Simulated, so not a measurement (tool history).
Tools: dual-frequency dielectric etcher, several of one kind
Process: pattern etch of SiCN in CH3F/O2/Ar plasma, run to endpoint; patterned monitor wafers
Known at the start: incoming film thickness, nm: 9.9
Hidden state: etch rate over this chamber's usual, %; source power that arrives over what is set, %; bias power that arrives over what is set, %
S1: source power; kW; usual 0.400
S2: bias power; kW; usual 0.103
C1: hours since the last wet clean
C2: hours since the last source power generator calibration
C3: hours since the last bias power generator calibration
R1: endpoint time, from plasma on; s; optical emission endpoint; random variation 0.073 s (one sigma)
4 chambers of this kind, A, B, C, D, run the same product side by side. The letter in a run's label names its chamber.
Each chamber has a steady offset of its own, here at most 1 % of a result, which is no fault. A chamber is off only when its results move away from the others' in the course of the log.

run	hour	S1	S2	C1	C2	C3	R1
1C	11.4	0.400	0.103	315.8	1670.2	1982.9	23.069
# hour 20.0: chamber C: wet clean of the chamber
2D	20.4	0.400	0.103	256.5	2238.6	1214.3	23.330
3B	30.8	0.400	0.103	31.1	1077.3	2331.5	23.073
4A	40.6	0.400	0.103	294.7	1911.4	3019.9	23.231
5C	53.6	0.400	0.087	33.7	1712.4	2025.1	24.678
6B	63.8	0.400	0.087	64.1	1110.3	2364.5	24.421
7D	79.2	0.400	0.087	315.3	2297.4	1273.1	24.827
8A	86.1	0.400	0.087	340.2	1956.9	3065.4	24.682
9C	95.4	0.400	0.103	75.5	1754.2	2066.9	23.076
# hour 102.6: chamber D: wet clean of the chamber
10D	109.1	0.400	0.103	6.6	2327.3	1303.0	23.273
11A	119.4	0.400	0.079	373.5	1990.2	3098.7	25.319
12B	128.3	0.400	0.079	128.6	1174.8	2429.0	25.462
13A	139.6	0.400	0.079	393.7	2010.4	3118.9	25.311
14D	152.9	0.400	0.079	50.4	2371.1	1346.8	25.600
15C	168.7	0.400	0.091	148.8	1827.5	2140.2	24.325
16B	180.7	0.400	0.091	181.0	1227.2	2481.4	24.261
17D	192.9	0.400	0.091	90.4	2411.1	1386.8	24.427
18A	204.5	0.400	0.091	458.6	2075.3	3183.8	23.930
19C	218.2	0.300	0.127	198.3	1877.0	2189.7	23.571
20B	227.1	0.300	0.127	227.4	1273.6	2527.8	23.628
21B	235.0	0.300	0.127	235.3	1281.5	2535.7	23.642
22D	250.4	0.300	0.127	147.9	2468.6	1444.3	23.683
23A	259.7	0.400	0.103	513.8	2130.5	3239.0	22.787
24C	266.6	0.400	0.103	246.7	1925.4	2238.1	23.091
25D	277.2	0.400	0.103	174.7	2495.4	1471.1	23.296
26B	292.4	0.400	0.103	292.7	1338.9	2593.1	23.127
27A	302.2	0.400	0.086	556.3	2173.0	3281.5	24.287
28C	313.5	0.400	0.086	293.6	1972.3	2285.0	24.710
29B	324.0	0.400	0.086	324.3	1370.5	2624.7	24.807
30D	331.1	0.400	0.086	228.6	2549.3	1525.0	24.960
31A	343.1	0.400	0.103	597.2	2213.9	3322.4	22.602
# hour 346.6: chamber C: wet clean of the chamber
32C	358.3	0.400	0.103	11.7	2017.1	2329.8	23.038
33A	374.1	0.400	0.103	628.2	2244.9	3353.4	22.542
34B	382.1	0.350	0.103	382.4	1428.6	2682.8	24.240
35D	394.9	0.350	0.103	292.4	2613.1	1588.8	24.395
36C	410.8	0.350	0.103	64.2	2069.6	2382.3	24.272
37D	424.7	0.350	0.103	322.2	2642.9	1618.6	24.343
38C	435.9	0.400	0.103	89.3	2094.7	2407.4	23.081

Is one chamber off against the others, does the gauge drift, or is nothing wrong? If a chamber is off, say which, and what the likeliest cause is.

Chamber A drifts away from the others.
Cause: etch rate over this chamber's usual, % = 3.54.

Here are 4 candidates for chamber A's next run, each the usual settings with a change, their results left as question marks. Which one brings its results back in line with what the others give on the usual settings?
In line means no further than this from the other chambers' mean on the usual settings: R1 0.260 s
39A-1	447.3	0.380	0.099				?
39A-2	447.3	0.350	0.103				?
39A-3	447.3	0.420	0.108				?
39A-4	447.3	0.430	0.111				?

The other chambers' mean on the usual settings: R1 23.164 s
run	R1
39A-1	23.222
39A-2	23.572
39A-3	21.653
39A-4	21.243
39A-1 brings the chamber back in line.

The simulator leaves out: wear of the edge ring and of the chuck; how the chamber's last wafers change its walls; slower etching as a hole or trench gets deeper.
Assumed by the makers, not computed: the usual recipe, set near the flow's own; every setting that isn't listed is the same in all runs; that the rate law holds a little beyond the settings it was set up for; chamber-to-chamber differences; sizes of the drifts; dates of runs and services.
